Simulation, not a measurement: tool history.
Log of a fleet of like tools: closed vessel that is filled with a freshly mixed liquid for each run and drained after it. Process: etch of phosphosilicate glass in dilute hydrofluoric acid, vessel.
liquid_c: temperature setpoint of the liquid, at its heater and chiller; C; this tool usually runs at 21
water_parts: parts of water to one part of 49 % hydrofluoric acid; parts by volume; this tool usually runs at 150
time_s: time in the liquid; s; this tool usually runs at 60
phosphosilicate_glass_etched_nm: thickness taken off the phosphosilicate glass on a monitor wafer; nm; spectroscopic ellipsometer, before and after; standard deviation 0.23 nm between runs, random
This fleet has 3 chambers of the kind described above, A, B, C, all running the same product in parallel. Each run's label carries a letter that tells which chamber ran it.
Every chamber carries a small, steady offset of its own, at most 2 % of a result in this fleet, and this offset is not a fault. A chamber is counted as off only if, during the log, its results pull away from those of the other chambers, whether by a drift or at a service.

| run | hour | liquid_c | water_parts | time_s | hours since the thermometer was replaced | hours since the hydrofluoric acid flow meter was replaced | read-back film thickness of the phosphosilicate glass reference wafer, read on the same gauge (nm) | phosphosilicate_glass_etched_nm |
|---|---|---|---|---|---|---|---|---|
| 1C | 5.9 | 21 | 150 | 60 | 2641.5 | 1737.1 | 129.98 | 30.539 |
| 2B | 13.8 | 21 | 150 | 60 | 346 | 960.4 | 130.02 | 31.077 |
| 3A | 22.2 | 21 | 150 | 60 | 589.2 | 391.9 | 130.06 | 31.911 |
|  | 29.7 | chamber C: thermometer replaced |
| 4B | 31.6 | 21 | 150 | 60 | 363.8 | 978.2 | 130.01 | 30.707 |
| 5A | 39.4 | 19.5 | 150 | 85 | 606.4 | 409.1 | 130 | 42.402 |
| 6C | 47 | 19.5 | 150 | 85 | 17.3 | 1778.2 | 129.99 | 41.277 |
| 7C | 53.7 | 19.5 | 150 | 85 | 24 | 1784.9 | 130.03 | 41.277 |
| 8B | 58.4 | 21 | 150 | 60 | 390.6 | 1005 | 130.03 | 30.799 |
| 9A | 63.9 | 21 | 150 | 60 | 630.9 | 433.6 | 130 | 31.381 |
| 10B | 70 | 21 | 150 | 60 | 402.2 | 1016.6 | 129.99 | 30.888 |
| 11C | 77.3 | 21 | 120 | 60 | 47.6 | 1808.5 | 129.98 | 39.889 |
| 12A | 86.7 | 21 | 120 | 60 | 653.7 | 456.4 | 130 | 41.098 |
| 13B | 95.2 | 21 | 120 | 60 | 427.4 | 1041.8 | 130 | 39.934 |
| 14A | 102.5 | 21 | 150 | 60 | 669.5 | 472.2 | 129.98 | 31.773 |
| 15C | 111.2 | 21 | 150 | 60 | 81.5 | 1842.4 | 129.98 | 31.13 |
| 16B | 120.2 | 21 | 150 | 60 | 452.4 | 1066.8 | 129.97 | 30.825 |
| 17A | 126.6 | 21 | 150 | 60 | 693.6 | 496.3 | 130.01 | 30.887 |
|  | 132 | chamber C: hydrofluoric acid flow meter replaced |
| 18C | 135.1 | 21 | 150 | 60 | 105.4 | 3.2 | 129.98 | 31.254 |
| 19B | 139.7 | 21 | 150 | 60 | 471.9 | 1086.3 | 129.97 | 30.881 |
| 20A | 146.7 | 21 | 150 | 60 | 713.7 | 516.4 | 129.99 | 30.687 |
| 21C | 153.4 | 21 | 150 | 60 | 123.7 | 21.5 | 130.01 | 30.864 |
| 22A | 158.3 | 21 | 150 | 60 | 725.3 | 528 | 129.99 | 30.276 |
| 23C | 165.4 | 21 | 150 | 60 | 135.7 | 33.5 | 129.98 | 30.987 |
| 24B | 174.9 | 21 | 150 | 60 | 507.1 | 1121.5 | 130.02 | 30.848 |
| 25C | 179.3 | 21 | 180 | 35 | 149.6 | 47.4 | 130.02 | 14.649 |
| 26A | 187.5 | 21 | 180 | 35 | 754.5 | 557.2 | 130 | 14.155 |
| 27B | 192.5 | 21 | 180 | 35 | 524.7 | 1139.1 | 129.94 | 14.63 |
| 28A | 199.6 | 21 | 150 | 60 | 766.6 | 569.3 | 129.97 | 29.548 |
| 29C | 207.9 | 21 | 150 | 60 | 178.2 | 76 | 130.05 | 31.051 |
| 30B | 214.7 | 21 | 150 | 60 | 546.9 | 1161.3 | 130.02 | 30.959 |
| 31C | 224.5 | 21 | 150 | 60 | 194.8 | 92.6 | 129.99 | 31.299 |

The same settings go to every chamber for the next run, one line per chamber below. Forecast the results for each:
| 32A | 231.6 | 23 | 150 | 60 |  |  |  | ? |
| 32B | 231.6 | 23 | 150 | 60 |  |  |  | ? |
| 32C | 231.6 | 23 | 150 | 60 |  |  |  | ? |

| run | phosphosilicate_glass_etched_nm |
|---|---|
| 32A | 31.729 |
| 32B | 33.691 |
| 32C | 33.855 |
